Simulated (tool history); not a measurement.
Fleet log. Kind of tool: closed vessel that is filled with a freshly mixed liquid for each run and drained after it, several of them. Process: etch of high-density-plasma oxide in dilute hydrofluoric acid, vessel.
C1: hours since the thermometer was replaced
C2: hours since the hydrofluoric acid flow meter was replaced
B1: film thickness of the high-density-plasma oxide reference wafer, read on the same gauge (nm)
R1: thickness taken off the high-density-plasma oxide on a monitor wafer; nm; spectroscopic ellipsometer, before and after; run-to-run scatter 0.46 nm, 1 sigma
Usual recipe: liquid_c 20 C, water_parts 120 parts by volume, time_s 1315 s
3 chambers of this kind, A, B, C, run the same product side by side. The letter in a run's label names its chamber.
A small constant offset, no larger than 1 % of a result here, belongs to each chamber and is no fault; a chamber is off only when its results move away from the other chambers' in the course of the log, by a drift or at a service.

{"run": "1C", "day": 0.208, "liquid_c": 20, "water_parts": 120, "time_s": 1315, "C1": 255.5, "C2": 514, "B1": 40.017, "R1": 58.221}
{"run": "2B", "day": 0.462, "liquid_c": 20, "water_parts": 120, "time_s": 1315, "C1": 696.8, "C2": 536.5, "B1": 40.039, "R1": 59.2}
{"run": "3A", "day": 0.738, "liquid_c": 20, "water_parts": 120, "time_s": 1315, "C1": 645.4, "C2": 1344.8, "B1": 40.032, "R1": 59.826}
{"run": "4A", "day": 1.104, "liquid_c": 20, "water_parts": 120, "time_s": 1315, "C1": 654.2, "C2": 1353.6, "B1": 40.024, "R1": 60.167}
{"run": "5B", "day": 1.317, "liquid_c": 20, "water_parts": 120, "time_s": 1315, "C1": 717.3, "C2": 557, "B1": 40.024, "R1": 59.145}
{"run": "6C", "day": 1.538, "liquid_c": 20, "water_parts": 120, "time_s": 1315, "C1": 287.4, "C2": 545.9, "B1": 40.002, "R1": 59.321}
{"run": "7B", "day": 1.779, "liquid_c": 20, "water_parts": 120, "time_s": 1315, "C1": 728.4, "C2": 568.1, "B1": 39.972, "R1": 58.534}
{"run": "8C", "day": 2.067, "liquid_c": 20, "water_parts": 120, "time_s": 1315, "C1": 300.1, "C2": 558.6, "B1": 39.98, "R1": 58.368}
{"run": "9A", "day": 2.246, "liquid_c": 20, "water_parts": 120, "time_s": 1315, "C1": 681.6, "C2": 1381, "B1": 40.001, "R1": 59.274}
{"run": "10A", "day": 2.508, "liquid_c": 20, "water_parts": 180, "time_s": 1990, "C1": 687.9, "C2": 1387.3, "B1": 40.016, "R1": 56.152}
{"day": 2.579, "done": "chamber A: thermometer replaced"}
{"run": "11B", "day": 2.733, "liquid_c": 20, "water_parts": 180, "time_s": 1990, "C1": 751.3, "C2": 591, "B1": 40.041, "R1": 55.778}
{"run": "12C", "day": 2.938, "liquid_c": 20, "water_parts": 180, "time_s": 1990, "C1": 321, "C2": 579.5, "B1": 40.055, "R1": 55.201}
{"run": "13C", "day": 3.333, "liquid_c": 20, "water_parts": 120, "time_s": 1315, "C1": 330.5, "C2": 589, "B1": 39.979, "R1": 58.037}
{"run": "14A", "day": 3.554, "liquid_c": 20, "water_parts": 120, "time_s": 1315, "C1": 23.4, "C2": 1412.4, "B1": 39.989, "R1": 59.536}
{"run": "15B", "day": 3.792, "liquid_c": 20, "water_parts": 120, "time_s": 1315, "C1": 776.7, "C2": 616.4, "B1": 40, "R1": 58.696}
{"run": "16A", "day": 4.117, "liquid_c": 20, "water_parts": 120, "time_s": 1315, "C1": 36.9, "C2": 1425.9, "B1": 39.937, "R1": 59.965}
{"run": "17B", "day": 4.362, "liquid_c": 20, "water_parts": 120, "time_s": 1315, "C1": 790.4, "C2": 630.1, "B1": 40.041, "R1": 58.943}
{"run": "18C", "day": 4.638, "liquid_c": 20, "water_parts": 120, "time_s": 1315, "C1": 361.8, "C2": 620.3, "B1": 40.001, "R1": 57.268}
{"run": "19C", "day": 4.85, "liquid_c": 20, "water_parts": 120, "time_s": 1315, "C1": 366.9, "C2": 625.4, "B1": 39.99, "R1": 57.124}
{"run": "20A", "day": 5.2, "liquid_c": 20, "water_parts": 120, "time_s": 1315, "C1": 62.9, "C2": 1451.9, "B1": 40.011, "R1": 59.173}
{"run": "21B", "day": 5.525, "liquid_c": 20, "water_parts": 120, "time_s": 1315, "C1": 818.3, "C2": 658, "B1": 39.967, "R1": 59.045}
{"run": "22A", "day": 5.767, "liquid_c": 20, "water_parts": 120, "time_s": 1315, "C1": 76.5, "C2": 1465.5, "B1": 40.047, "R1": 58.478}
{"run": "23B", "day": 6.029, "liquid_c": 17, "water_parts": 75, "time_s": 1315, "C1": 830.4, "C2": 670.1, "B1": 40.063, "R1": 87.15}
{"run": "24C", "day": 6.383, "liquid_c": 17, "water_parts": 75, "time_s": 1315, "C1": 403.7, "C2": 662.2, "B1": 40.02, "R1": 82.813}
{"run": "25C", "day": 6.675, "liquid_c": 17, "water_parts": 75, "time_s": 1315, "C1": 410.7, "C2": 669.2, "B1": 40.013, "R1": 83.192}
{"run": "26A", "day": 6.921, "liquid_c": 20, "water_parts": 120, "time_s": 1315, "C1": 104.2, "C2": 1493.2, "B1": 40.007, "R1": 59.844}
{"run": "27B", "day": 7.208, "liquid_c": 20, "water_parts": 120, "time_s": 1315, "C1": 858.7, "C2": 698.4, "B1": 39.969, "R1": 59.204}
{"run": "28C", "day": 7.412, "liquid_c": 20, "water_parts": 120, "time_s": 1315, "C1": 428.4, "C2": 686.9, "B1": 39.986, "R1": 55.291}
{"run": "29A", "day": 7.658, "liquid_c": 20, "water_parts": 120, "time_s": 1315, "C1": 121.9, "C2": 1510.9, "B1": 40.016, "R1": 59.234}
{"run": "30B", "day": 7.879, "liquid_c": 20, "water_parts": 120, "time_s": 1315, "C1": 874.8, "C2": 714.5, "B1": 39.973, "R1": 58.875}
{"run": "31C", "day": 8.192, "liquid_c": 20, "water_parts": 120, "time_s": 1315, "C1": 447.1, "C2": 705.6, "B1": 40.019, "R1": 56.099}
{"day": 8.338, "done": "chamber B: thermometer replaced"}
{"run": "32B", "day": 8.525, "liquid_c": 20, "water_parts": 120, "time_s": 1315, "C1": 4.6, "C2": 730, "B1": 39.984, "R1": 58.571}
{"run": "33A", "day": 8.725, "liquid_c": 20, "water_parts": 120, "time_s": 1315, "C1": 147.5, "C2": 1536.5, "B1": 39.987, "R1": 60.268}
{"run": "34C", "day": 8.9, "liquid_c": 20, "water_parts": 120, "time_s": 1575, "C1": 464.1, "C2": 722.6, "B1": 39.993, "R1": 66.108}
{"run": "35A", "day": 9.258, "liquid_c": 20, "water_parts": 120, "time_s": 1575, "C1": 160.3, "C2": 1549.3, "B1": 40.002, "R1": 70.832}
{"run": "36B", "day": 9.604, "liquid_c": 20, "water_parts": 120, "time_s": 1575, "C1": 30.5, "C2": 755.9, "B1": 40.005, "R1": 69.449}
{"run": "37A", "day": 9.942, "liquid_c": 20, "water_parts": 120, "time_s": 1315, "C1": 176.7, "C2": 1565.7, "B1": 40.015, "R1": 59.407}
{"run": "38B", "day": 10.317, "liquid_c": 20, "water_parts": 120, "time_s": 1315, "C1": 47.6, "C2": 773, "B1": 39.952, "R1": 58.832}
{"run": "39C", "day": 10.617, "liquid_c": 20, "water_parts": 120, "time_s": 1315, "C1": 505.3, "C2": 763.8, "B1": 39.987, "R1": 54.259}
{"run": "40A", "day": 10.812, "liquid_c": 20, "water_parts": 120, "time_s": 1315, "C1": 197.6, "C2": 1586.6, "B1": 39.991, "R1": 59.097}

Has any chamber moved away from the others, gradually or after a service, or does the common gauge drift, or do the chambers differ only by their own small steady offsets? State the chamber and the most likely cause if one applies.

It is chamber C that slowly wanders off from its peers.
Most likely cause: liquid colder than its thermometer reads (K) = 2.03.
With only this log, it may be confused with: hydrofluoric acid flow below the setpoint (%).

Chamber C could run next with any of the 4 candidate recipes listed below; each alters the usual settings, and their results appear as question marks. Which one brings its results back in line with what the other chambers deliver on the usual settings?
In line means no further than this from the other chambers' mean on the usual settings: R1 1.6 nm
{"run": "41C-1", "day": 11.096, "liquid_c": 19.5, "water_parts": 135, "time_s": 1315, "R1": "?"}
{"run": "41C-2", "day": 11.096, "liquid_c": 20, "water_parts": 130, "time_s": 1315, "R1": "?"}
{"run": "41C-3", "day": 11.096, "liquid_c": 20, "water_parts": 120, "time_s": 1440, "R1": "?"}
{"run": "41C-4", "day": 11.096, "liquid_c": 20, "water_parts": 120, "time_s": 1525, "R1": "?"}

Average result of the remaining chambers running the usual settings: R1 59.327 nm
run=41C-1 R1=46.263
run=41C-2 R1=49.269
run=41C-3 R1=58.999
run=41C-4 R1=62.482
It is 41C-3 that realigns the chamber with its peers.
